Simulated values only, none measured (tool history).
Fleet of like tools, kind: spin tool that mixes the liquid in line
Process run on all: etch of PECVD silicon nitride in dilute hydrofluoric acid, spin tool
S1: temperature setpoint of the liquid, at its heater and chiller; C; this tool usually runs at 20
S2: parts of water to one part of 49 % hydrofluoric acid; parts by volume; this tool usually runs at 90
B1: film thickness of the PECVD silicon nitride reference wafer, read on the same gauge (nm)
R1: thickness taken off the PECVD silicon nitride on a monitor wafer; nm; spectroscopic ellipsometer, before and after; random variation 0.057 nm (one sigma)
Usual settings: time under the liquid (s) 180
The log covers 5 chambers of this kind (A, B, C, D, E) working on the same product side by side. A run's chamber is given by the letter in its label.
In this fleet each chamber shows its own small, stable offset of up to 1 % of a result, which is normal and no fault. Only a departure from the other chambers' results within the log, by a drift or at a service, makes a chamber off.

Run 1B, day 0.146: usual settings; B1 110.02. Result: R1 8.6884 nm.
Run 2A, day 0.3: usual settings; B1 109.98. Result: R1 8.6519 nm.
Run 3D, day 0.408: usual settings; B1 109.99. Result: R1 8.6921 nm.
Run 4C, day 0.588: usual settings; B1 110.01. Result: R1 8.5377 nm.
Run 5E, day 0.683: usual settings; B1 109.96. Result: R1 8.7329 nm.
Run 6E, day 0.842: usual settings; B1 110.01. Result: R1 8.6833 nm.
Run 7D, day 0.938: usual settings; B1 110.03. Result: R1 8.7154 nm.
Run 8A, day 1.033: usual settings; B1 110.02. Result: R1 8.4989 nm.
Run 9C, day 1.125: usual settings; B1 110. Result: R1 8.4975 nm.
Run 10B, day 1.271: usual settings; B1 110.03. Result: R1 8.6432 nm.
Run 11B, day 1.438: usual settings; B1 110. Result: R1 8.6477 nm.
Run 12D, day 1.629: usual settings; B1 110.02. Result: R1 8.7052 nm.
Run 13C, day 1.779: usual settings; B1 110.02. Result: R1 8.5709 nm.
Run 14E, day 1.875: usual settings but time under the liquid (s) 90; B1 109.99. Result: R1 4.3442 nm.
Run 15A, day 2.042: usual settings but time under the liquid (s) 90; B1 109.99. Result: R1 4.3193 nm.
Run 16C, day 2.192: usual settings but time under the liquid (s) 90; B1 109.97. Result: R1 4.2815 nm.
Run 17A, day 2.283: usual settings but time under the liquid (s) 90; B1 110.02. Result: R1 4.2821 nm.
At day 2.346: chamber E: hydrofluoric acid flow meter replaced.
Run 18E, day 2.392: usual settings but time under the liquid (s) 90; B1 109.96. Result: R1 4.3519 nm.
Run 19B, day 2.483: usual settings; B1 110. Result: R1 8.5808 nm.
Run 20D, day 2.571: usual settings; B1 110. Result: R1 8.7427 nm.
Run 21B, day 2.696: usual settings; B1 109.97. Result: R1 8.4845 nm.
Run 22E, day 2.821: usual settings; B1 109.98. Result: R1 8.7773 nm.
Run 23D, day 2.988: usual settings; B1 109.95. Result: R1 8.5979 nm.
Run 24A, day 3.188: usual settings; B1 110.01. Result: R1 8.669 nm.
Run 25C, day 3.371: usual settings; B1 110.03. Result: R1 8.568 nm.
Run 26A, day 3.562: usual settings; B1 110.04. Result: R1 8.6742 nm.
Run 27D, day 3.746: usual settings; B1 110.01. Result: R1 8.7728 nm.
Run 28E, day 3.912: usual settings; B1 109.99. Result: R1 8.7416 nm.
Run 29B, day 4.004: usual settings; B1 110.03. Result: R1 8.3577 nm.
Run 30C, day 4.2: usual settings; B1 109.99. Result: R1 8.4233 nm.
Run 31C, day 4.342: usual settings; B1 110.01. Result: R1 8.4815 nm.
Run 32B, day 4.462: usual settings; B1 109.99. Result: R1 8.3412 nm.
Run 33E, day 4.646: usual settings but S2 125 parts by volume; B1 109.99. Result: R1 6.2547 nm.
Run 34D, day 4.842: usual settings but S2 125 parts by volume; B1 110.01. Result: R1 6.3081 nm.
Run 35A, day 4.975: usual settings but S2 125 parts by volume; B1 110. Result: R1 6.2482 nm.
Run 36B, day 5.167: usual settings but S2 125 parts by volume; B1 110.04. Result: R1 5.9438 nm.
Run 37A, day 5.308: usual settings but S2 125 parts by volume; B1 110.03. Result: R1 6.2243 nm.
Run 38E, day 5.508: usual settings but S1 21.5 C; B1 110. Result: R1 9.7499 nm.
Run 39C, day 5.646: usual settings but S1 21.5 C; B1 110.03. Result: R1 9.4941 nm.
Run 40D, day 5.825: usual settings but S1 21.5 C; B1 109.98. Result: R1 9.7465 nm.
Run 41D, day 5.929: usual settings but S1 21.5 C; B1 109.97. Result: R1 9.5898 nm.
Run 42B, day 6.062: usual settings but S1 21.5 C; B1 110. Result: R1 9.0048 nm.
Run 43C, day 6.162: usual settings; B1 109.98. Result: R1 8.5169 nm.
Run 44A, day 6.308: usual settings; B1 109.98. Result: R1 8.5897 nm.

For the next run the whole fleet of 5 chambers uses the same settings. Give each chamber's results:
Run 45A, day 6.45: usual settings. Result: R1 ?.
Run 45B, day 6.45: usual settings. Result: R1 ?.
Run 45C, day 6.45: usual settings. Result: R1 ?.
Run 45D, day 6.45: usual settings. Result: R1 ?.
Run 45E, day 6.45: usual settings. Result: R1 ?.

run      R1
45A  8.5593
45B  8.1147
45C  8.4883
45D  8.7329
45E  8.6846
